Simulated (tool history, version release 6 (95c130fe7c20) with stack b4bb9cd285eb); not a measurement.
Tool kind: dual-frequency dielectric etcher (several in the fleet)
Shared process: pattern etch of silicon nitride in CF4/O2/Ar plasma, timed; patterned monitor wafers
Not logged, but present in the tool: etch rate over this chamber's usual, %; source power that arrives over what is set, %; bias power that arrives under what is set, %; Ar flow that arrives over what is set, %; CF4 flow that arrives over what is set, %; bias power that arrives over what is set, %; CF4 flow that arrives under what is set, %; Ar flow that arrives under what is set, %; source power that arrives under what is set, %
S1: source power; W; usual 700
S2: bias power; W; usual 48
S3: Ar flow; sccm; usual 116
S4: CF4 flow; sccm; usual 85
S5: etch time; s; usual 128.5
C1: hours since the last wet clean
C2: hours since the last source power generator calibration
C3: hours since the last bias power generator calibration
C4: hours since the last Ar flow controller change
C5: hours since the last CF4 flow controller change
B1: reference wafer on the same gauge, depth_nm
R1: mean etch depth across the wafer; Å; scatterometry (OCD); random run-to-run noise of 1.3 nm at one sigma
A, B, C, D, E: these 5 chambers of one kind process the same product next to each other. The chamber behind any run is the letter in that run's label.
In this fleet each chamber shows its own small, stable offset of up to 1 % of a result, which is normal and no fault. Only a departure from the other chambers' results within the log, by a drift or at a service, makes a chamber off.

run    day   S1  S2   S3  S4     S5     C1      C2      C3      C4      C5      B1      R1
 1E  0.171  700  48  116  85  128.5   37.7   934.9  1619.0  4681.0  2515.3  352.16  3087.0
 2C  0.354  700  48  116  85  128.5  227.1   168.3  3374.0  1008.2   467.1  352.30  3116.2
 3D  0.504  700  48  116  85  128.5  317.1   544.6  1413.7  1111.9   509.6  351.87  3075.5
 4A  0.754  700  48  116  85  128.5  221.8   423.6   479.2  2038.7  1442.6  351.64  3128.4
 5B  0.958  700  48  116  85  128.5  245.9  3513.7  2484.4   934.3  2226.9  351.83  3093.1
 6E  1.133  700  48  116  85  128.5   60.8   958.0  1642.1  4704.1  2538.4  351.83  3063.0
 7C  1.292  700  48  116  85  128.5  249.6   190.8  3396.5  1030.7   489.6  352.07  3089.9
 8B  1.529  700  48  116  85  128.5  259.6  3527.4  2498.1   948.0  2240.6  352.24  3087.8
 9A  1.692  700  48  116  85  128.5  244.3   446.1   501.7  2061.2  1465.1  351.88  3117.8
10D  1.971  700  48  116  85  128.5  352.3   579.8  1448.9  1147.1   544.8  352.39  3084.4
     2.167  -- chamber D: wet clean of the chamber
11D  2.212  700  48  116  85  128.5    1.1   585.6  1454.7  1152.9   550.6  352.05  3108.3
12C  2.533  700  48  116  85  128.5  279.4   220.6  3426.3  1060.5   519.4  352.41  3096.0
13B  2.712  700  48  116  85  128.5  288.0  3555.8  2526.5   976.4  2269.0  352.01  3072.7
14A  2.925  700  48  116  85  128.5  273.9   475.7   531.3  2090.8  1494.7  352.27  3132.8
15E  3.217  700  48  116  85  163.0  110.8  1008.0  1692.1  4754.1  2588.4  351.72  3915.8
16C  3.475  700  48  116  85  163.0  302.0   243.2  3448.9  1083.1   542.0  352.26  3947.8
17A  3.683  700  48  116  85  163.0  292.1   493.9   549.5  2109.0  1512.9  351.52  3960.7
18E  3.883  700  48  116  85  163.0  126.8  1024.0  1708.1  4770.1  2604.4  351.99  3892.4
19D  4.204  700  48  116  85  163.0   48.9   633.4  1502.5  1200.7   598.4  351.81  3928.2
20B  4.367  700  48  116  85  128.5  327.7  3595.5  2566.2  1016.1  2308.7  351.98  3073.9
     4.475  -- chamber B: source power generator calibrated
21A  4.621  700  52  116  85  128.5  314.6   516.4   572.0  2131.5  1535.4  352.01  3201.5
22E  4.875  700  52  116  85  128.5  150.6  1047.8  1731.9  4793.9  2628.2  352.22  3175.0
23D  5.221  700  52  116  85  128.5   73.3   657.8  1526.9  1225.1   622.8  352.17  3194.7
24C  5.433  700  52  116  85  128.5  349.0   290.2  3495.9  1130.1   589.0  352.29  3188.5
25B  5.646  700  52  116  85  128.5  358.4    28.1  2596.9  1046.8  2339.4  352.50  3299.8
26A  5.812  700  48  116  85  128.5  343.2   545.0   600.6  2160.1  1564.0  352.04  3098.5
27E  5.962  700  48  116  85  128.5  176.7  1073.9  1758.0  4820.0  2654.3  352.45  3103.8
28B  6.158  700  48  116  85  128.5  370.7    40.4  2609.2  1059.1  2351.7  351.58  3213.3
29D  6.346  700  48  116  85  128.5  100.3   684.8  1553.9  1252.1   649.8  351.96  3067.8
30C  6.504  700  48  116  85  128.5  374.7   315.9  3521.6  1155.8   614.7  351.96  3103.6
31A  6.779  700  48  116  85  128.5  366.4   568.2   623.8  2183.3  1587.2  352.09  3095.4
32B  6.971  700  48  116  85  128.5  390.2    59.9  2628.7  1078.6  2371.2  351.72  3211.1
33E  7.154  700  48  116  85  128.5  205.3  1102.5  1786.6  4848.6  2682.9  352.26  3077.3
34D  7.429  700  48  116  85  128.5  126.3   710.8  1579.9  1278.1   675.8  352.61  3085.8
35C  7.750  700  48  116  85  128.5  404.6   345.8  3551.5  1185.7   644.6  352.19  3078.9
     7.900  -- chamber A: Ar flow controller replaced
36E  7.908  700  48  116  85  128.5  223.4  1120.6  1804.7  4866.7  2701.0  351.95  3087.2
37A  8.212  700  48  116  85  128.5  400.8   602.6   658.2     7.6  1621.6  352.16  3114.1
38B  8.521  700  56  116  85  128.5  427.4    97.1  2665.9  1115.8  2408.4  351.92  3404.2
39C  8.671  700  56  116  85  128.5  426.7   367.9  3573.6  1207.8   666.7  351.82  3288.8

Does one chamber stand apart from the rest, does the shared gauge drift, or is all well apart from small per-chamber offsets? Give the chamber and the most likely cause, where there is one.

The work done on chamber B during a service left it standing apart from the others.
Most likely cause: source power that arrives over what is set, % = 4.65.

Which of the 4 candidates below, each the usual settings with something changed and its results left as question marks, puts chamber B back in line with what the other chambers give on the usual settings?
Counts as in line when no further than this from what the other chambers average on the usual settings: R1 47.0 Å
40B-1  8.917  720  49  116  85  128.5                           ?
40B-2  8.917  690  48  116  85  128.5                           ?
40B-3  8.917  700  48  116  85  124.0                           ?
40B-4  8.917  700  48  116  85  129.0                           ?

Average result of the remaining chambers running the usual settings: R1 3093.4 Å
  run      R1
40B-1  3319.7
40B-2  3173.7
40B-3  3101.3
40B-4  3226.4
40B-3 brings the chamber back in line.

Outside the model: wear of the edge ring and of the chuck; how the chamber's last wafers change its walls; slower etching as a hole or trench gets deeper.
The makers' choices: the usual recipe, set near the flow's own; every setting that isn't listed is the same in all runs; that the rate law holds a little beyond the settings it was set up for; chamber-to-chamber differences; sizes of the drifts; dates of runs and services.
